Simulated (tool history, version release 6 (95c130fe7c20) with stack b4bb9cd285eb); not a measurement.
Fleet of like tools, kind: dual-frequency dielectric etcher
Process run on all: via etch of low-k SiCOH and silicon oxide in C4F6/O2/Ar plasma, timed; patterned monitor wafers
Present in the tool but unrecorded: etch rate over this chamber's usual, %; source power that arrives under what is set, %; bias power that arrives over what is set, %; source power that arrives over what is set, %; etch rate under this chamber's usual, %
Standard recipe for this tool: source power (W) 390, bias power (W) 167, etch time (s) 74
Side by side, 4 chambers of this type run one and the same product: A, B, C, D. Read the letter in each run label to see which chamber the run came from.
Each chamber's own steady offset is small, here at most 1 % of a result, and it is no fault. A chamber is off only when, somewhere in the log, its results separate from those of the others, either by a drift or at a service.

run,hour,source power (W),bias power (W),etch time (s),hours since the last wet clean,hours since the last source power generator calibration,hours since the last bias power generator calibration,"read-back reference wafer on the same gauge, depth_nm",mean etch depth across the wafer (Å)
1D,2.8,390,167,74,11.5,9.4,2200.8,186.91,1976
2B,6.9,390,167,74,335.1,1349.1,1834.7,187.05,2022.6
3A,11.5,390,167,74,140.5,1076.2,896.4,187.08,2014.8
4C,13.8,390,167,74,383.4,1546.6,624.4,186.68,2013.2
5C,17.8,390,167,63,387.4,1550.6,628.4,187.31,1707.7
6A,21.9,390,167,63,150.9,1086.6,906.8,186.83,1724.7
7B,24.6,390,167,63,352.8,1366.8,1852.4,187.01,1712.8
8D,26.7,390,167,63,35.4,33.3,2224.7,186.87,1688.6
9D,30.9,390,167,74,39.6,37.5,2228.9,186.86,1981
10A,34.9,390,135,61.5,163.9,1099.6,919.8,187.14,1563.9
11B,38.4,390,135,61.5,366.6,1380.6,1866.2,186.65,1581.1
12C,41.8,390,135,61.5,411.4,1574.6,652.4,186.94,1584.9
13C,44.7,390,135,61.5,414.3,1577.5,655.3,186.99,1570.1
14D,46.9,390,198,81.5,55.6,53.5,2244.9,187.01,2285
15B,50.5,390,198,81.5,378.7,1392.7,1878.3,186.98,2345.1
16A,53.8,390,198,81.5,182.8,1118.5,938.7,187.3,2329.8
17D,58.2,390,198,81.5,66.9,64.8,2256.2,186.96,2299.7
18C,61.4,390,167,74,431,1594.2,672,186.87,2003
19A,64.6,420,167,74,193.6,1129.3,949.5,187.18,2074.9
20B,67.2,420,167,74,395.4,1409.4,1895,187.29,2077.3
21B,70.9,420,167,74,399.1,1413.1,1898.7,187.03,2078.6
# hour 74: chamber D: bias power generator calibrated
22D,75.7,420,167,74,84.4,82.3,1.8,186.82,2048
23C,79.4,390,167,74,449,1612.2,690,186.89,1996.7
24A,83.7,390,167,74,212.7,1148.4,968.6,186.9,1997.2
25D,87.4,390,167,74,96.1,94,13.5,187.01,1975.7
26A,89.7,390,186,74,218.7,1154.4,974.6,186.96,2067.7
27B,93.6,390,186,74,421.8,1435.8,1921.4,186.95,2104.3
28C,97.3,390,186,74,466.9,1630.1,707.9,186.93,2071.1
29D,102,390,186,74,110.7,108.6,28.1,186.97,2051.3
30A,105.4,390,167,74,234.4,1170.1,990.3,186.97,2021.8
31B,109,390,167,53.5,437.2,1451.2,1936.8,186.98,1461
32C,112,390,167,53.5,481.6,1644.8,722.6,187.08,1448.7
33A,115,390,167,53.5,244,1179.7,999.9,187.12,1456.6
34B,117.5,390,167,53.5,445.7,1459.7,1945.3,187.05,1457.6
35C,120.6,390,133,74,490.2,1653.4,731.2,186.71,1888.7
36D,124.3,390,133,74,133,130.9,50.4,186.91,1837.6
37D,126.8,390,133,74,135.5,133.4,52.9,187.04,1856.9

All 4 chambers run these settings next. Forecast each chamber's results:
38A,130.2,390,167,93.5,,,,,?
38B,130.2,390,167,93.5,,,,,?
38C,130.2,390,167,93.5,,,,,?
38D,130.2,390,167,93.5,,,,,?

run,mean etch depth across the wafer (Å)
38A,2548.5
38B,2534.5
38C,2545
38D,2518.4
